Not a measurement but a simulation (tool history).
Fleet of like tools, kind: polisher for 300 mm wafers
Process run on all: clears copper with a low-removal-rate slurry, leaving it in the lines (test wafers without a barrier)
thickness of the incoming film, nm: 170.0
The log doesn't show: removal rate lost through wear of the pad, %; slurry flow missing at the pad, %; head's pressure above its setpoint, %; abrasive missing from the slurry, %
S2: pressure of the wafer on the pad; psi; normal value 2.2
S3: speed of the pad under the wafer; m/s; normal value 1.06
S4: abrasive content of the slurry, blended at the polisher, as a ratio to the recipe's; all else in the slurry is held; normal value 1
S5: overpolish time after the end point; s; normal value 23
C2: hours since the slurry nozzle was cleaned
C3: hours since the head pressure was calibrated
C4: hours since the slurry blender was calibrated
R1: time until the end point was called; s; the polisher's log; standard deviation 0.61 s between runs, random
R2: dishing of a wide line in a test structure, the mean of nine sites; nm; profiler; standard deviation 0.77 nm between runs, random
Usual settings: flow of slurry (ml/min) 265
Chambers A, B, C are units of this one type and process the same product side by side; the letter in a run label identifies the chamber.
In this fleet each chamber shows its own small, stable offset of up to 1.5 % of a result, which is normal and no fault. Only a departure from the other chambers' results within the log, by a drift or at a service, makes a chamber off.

-- hour=1.9 chamber B: worn pad replaced by a new one
run 1B hour=3.8 | flow_of_slurry_(ml/min)=265 S2=2.2 S3=1.06 S4=1 S5=23 | wafers_polished_on_this_pad=9 C2=7.4 C3=639.9 C4=186.5 | R1=61.331 R2=40.734
run 2A hour=7.7 | flow_of_slurry_(ml/min)=265 S2=2.2 S3=1.06 S4=1 S5=23 | wafers_polished_on_this_pad=431 C2=488.9 C3=636.7 C4=81.9 | R1=61.424 R2=40.098
run 3C hour=12.3 | flow_of_slurry_(ml/min)=265 S2=2.2 S3=1.06 S4=1 S5=23 | wafers_polished_on_this_pad=67 C2=448.9 C3=277.4 C4=133.1 | R1=60.794 R2=41.25
run 4B hour=15.7 | flow_of_slurry_(ml/min)=265 S2=2.2 S3=1.06 S4=1 S5=23 | wafers_polished_on_this_pad=63 C2=19.3 C3=651.8 C4=198.4 | R1=62.014 R2=40.617
run 5C hour=21.2 | flow_of_slurry_(ml/min)=265 S2=2.2 S3=1.06 S4=1 S5=23 | wafers_polished_on_this_pad=108 C2=457.8 C3=286.3 C4=142 | R1=60.252 R2=40.605
-- hour=24.4 chamber B: head pressure recalibrated
run 6A hour=24.9 | flow_of_slurry_(ml/min)=265 S2=2.2 S3=1.06 S4=1 S5=23 | wafers_polished_on_this_pad=510 C2=506.1 C3=653.9 C4=99.1 | R1=61.232 R2=40.392
run 7C hour=28.9 | flow_of_slurry_(ml/min)=265 S2=2.2 S3=1.06 S4=1 S5=23 | wafers_polished_on_this_pad=143 C2=465.5 C3=294 C4=149.7 | R1=61.097 R2=39.926
run 8A hour=32.6 | flow_of_slurry_(ml/min)=265 S2=2.2 S3=1.06 S4=1 S5=23 | wafers_polished_on_this_pad=545 C2=513.8 C3=661.6 C4=106.8 | R1=61.26 R2=40.986
run 9B hour=37.8 | flow_of_slurry_(ml/min)=265 S2=2.2 S3=1.06 S4=1 S5=23 | wafers_polished_on_this_pad=164 C2=41.4 C3=13.5 C4=220.5 | R1=63.512 R2=39.015
run 10A hour=40.4 | flow_of_slurry_(ml/min)=265 S2=2.2 S3=1.06 S4=1 S5=23 | wafers_polished_on_this_pad=581 C2=521.6 C3=669.4 C4=114.6 | R1=61.205 R2=39.971
run 11B hour=44.8 | flow_of_slurry_(ml/min)=265 S2=2.2 S3=1.06 S4=1 S5=23 | wafers_polished_on_this_pad=196 C2=48.4 C3=20.5 C4=227.5 | R1=61.213 R2=40.268
run 12C hour=47.2 | flow_of_slurry_(ml/min)=265 S2=2.2 S3=1.06 S4=1 S5=23 | wafers_polished_on_this_pad=227 C2=483.8 C3=312.3 C4=168 | R1=61.734 R2=40.542
run 13B hour=52.4 | flow_of_slurry_(ml/min)=265 S2=2.2 S3=1.06 S4=1 S5=23 | wafers_polished_on_this_pad=231 C2=56 C3=28.1 C4=235.1 | R1=62.719 R2=40.922
run 14A hour=54.8 | flow_of_slurry_(ml/min)=230 S2=2.2 S3=1.06 S4=1.2 S5=23 | wafers_polished_on_this_pad=646 C2=536 C3=683.8 C4=129 | R1=60.311 R2=41.088
run 15C hour=59.7 | flow_of_slurry_(ml/min)=230 S2=2.2 S3=1.06 S4=1.2 S5=23 | wafers_polished_on_this_pad=284 C2=496.3 C3=324.8 C4=180.5 | R1=60.055 R2=40.926
-- hour=60.3 chamber C: slurry nozzle cleaned
run 16A hour=63.2 | flow_of_slurry_(ml/min)=230 S2=2.2 S3=1.06 S4=1.2 S5=23 | wafers_polished_on_this_pad=685 C2=544.4 C3=692.2 C4=137.4 | R1=60.043 R2=40.562
run 17B hour=66.3 | flow_of_slurry_(ml/min)=230 S2=2.2 S3=1.06 S4=1 S5=23 | wafers_polished_on_this_pad=295 C2=69.9 C3=42 C4=249 | R1=62.623 R2=40.693
-- hour=66.5 chamber A: worn pad replaced by a new one
run 18C hour=71.1 | flow_of_slurry_(ml/min)=230 S2=2.2 S3=1.06 S4=1 S5=23 | wafers_polished_on_this_pad=336 C2=10.9 C3=336.2 C4=191.9 | R1=61.687 R2=39.891
run 19A hour=73.5 | flow_of_slurry_(ml/min)=230 S2=2.2 S3=1.06 S4=1 S5=23 | wafers_polished_on_this_pad=32 C2=554.7 C3=702.5 C4=147.7 | R1=62.792 R2=41.234
run 20B hour=76.6 | flow_of_slurry_(ml/min)=265 S2=2.2 S3=1.06 S4=1 S5=23 | wafers_polished_on_this_pad=342 C2=80.2 C3=52.3 C4=259.3 | R1=62.367 R2=40.588
-- hour=77.1 chamber B: slurry blender recalibrated
run 21C hour=79.7 | flow_of_slurry_(ml/min)=265 S2=2.2 S3=1.06 S4=1 S5=23 | wafers_polished_on_this_pad=375 C2=19.5 C3=344.8 C4=200.5 | R1=61.668 R2=40.12
run 22C hour=83.4 | flow_of_slurry_(ml/min)=265 S2=2.2 S3=1.28 S4=0.75 S5=23 | wafers_polished_on_this_pad=392 C2=23.2 C3=348.5 C4=204.2 | R1=53.683 R2=44.326
run 23B hour=87.5 | flow_of_slurry_(ml/min)=265 S2=2.2 S3=1.28 S4=0.75 S5=23 | wafers_polished_on_this_pad=392 C2=91.1 C3=63.2 C4=10.5 | R1=54.794 R2=43.74
run 24A hour=91.7 | flow_of_slurry_(ml/min)=265 S2=2.2 S3=1.28 S4=0.75 S5=23 | wafers_polished_on_this_pad=115 C2=572.9 C3=720.7 C4=165.9 | R1=55.478 R2=45.438
run 25B hour=95.9 | flow_of_slurry_(ml/min)=265 S2=2.2 S3=1.06 S4=1 S5=23 | wafers_polished_on_this_pad=430 C2=99.5 C3=71.6 C4=18.9 | R1=62.137 R2=40.744
run 26A hour=100.4 | flow_of_slurry_(ml/min)=265 S2=2.2 S3=1.06 S4=1 S5=18 | wafers_polished_on_this_pad=155 C2=581.6 C3=729.4 C4=174.6 | R1=61.083 R2=32.753
run 27C hour=104.9 | flow_of_slurry_(ml/min)=265 S2=2.2 S3=1.06 S4=1 S5=18 | wafers_polished_on_this_pad=491 C2=44.7 C3=370 C4=225.7 | R1=59.65 R2=32.998
run 28B hour=109 | flow_of_slurry_(ml/min)=265 S2=2.2 S3=1.06 S4=1 S5=18 | wafers_polished_on_this_pad=490 C2=112.6 C3=84.7 C4=32 | R1=61.885 R2=32.308
-- hour=109.1 chamber C: head pressure recalibrated
run 29C hour=112.1 | flow_of_slurry_(ml/min)=265 S2=2.2 S3=1.06 S4=1 S5=23 | wafers_polished_on_this_pad=524 C2=51.9 C3=3 C4=232.9 | R1=61.168 R2=40.977
run 30A hour=117.5 | flow_of_slurry_(ml/min)=265 S2=2.2 S3=1.06 S4=1 S5=23 | wafers_polished_on_this_pad=233 C2=598.7 C3=746.5 C4=191.7 | R1=62.106 R2=40.133
run 31C hour=121.1 | flow_of_slurry_(ml/min)=265 S2=2.2 S3=1.06 S4=1.15 S5=23 | wafers_polished_on_this_pad=565 C2=60.9 C3=12 C4=241.9 | R1=59.277 R2=41.116
run 32A hour=126.2 | flow_of_slurry_(ml/min)=265 S2=2.2 S3=1.06 S4=1.15 S5=23 | wafers_polished_on_this_pad=273 C2=607.4 C3=755.2 C4=200.4 | R1=59.932 R2=40.908
run 33B hour=130.6 | flow_of_slurry_(ml/min)=265 S2=2.2 S3=1.06 S4=1.15 S5=23 | wafers_polished_on_this_pad=589 C2=134.2 C3=106.3 C4=53.6 | R1=60.151 R2=41.257
run 34B hour=133.4 | flow_of_slurry_(ml/min)=265 S2=2.2 S3=1.06 S4=1 S5=23 | wafers_polished_on_this_pad=602 C2=137 C3=109.1 C4=56.4 | R1=61.656 R2=39.617
run 35A hour=138.9 | flow_of_slurry_(ml/min)=265 S2=2.2 S3=1.06 S4=1 S5=23 | wafers_polished_on_this_pad=331 C2=620.1 C3=767.9 C4=213.1 | R1=61.541 R2=41.377
run 36C hour=142.5 | flow_of_slurry_(ml/min)=265 S2=2.2 S3=0.8 S4=1 S5=23 | wafers_polished_on_this_pad=663 C2=82.3 C3=33.4 C4=263.3 | R1=79.725 R2=32.999
run 37C hour=146.8 | flow_of_slurry_(ml/min)=265 S2=2.2 S3=0.8 S4=1 S5=23 | wafers_polished_on_this_pad=683 C2=86.6 C3=37.7 C4=267.6 | R1=81.802 R2=32.719

Is one chamber off against the others, does the gauge drift, or is nothing wrong? If a chamber is off, say which, and what the likeliest cause is.

No chamber stands off beyond its own small offset, and the gauge holds steady.
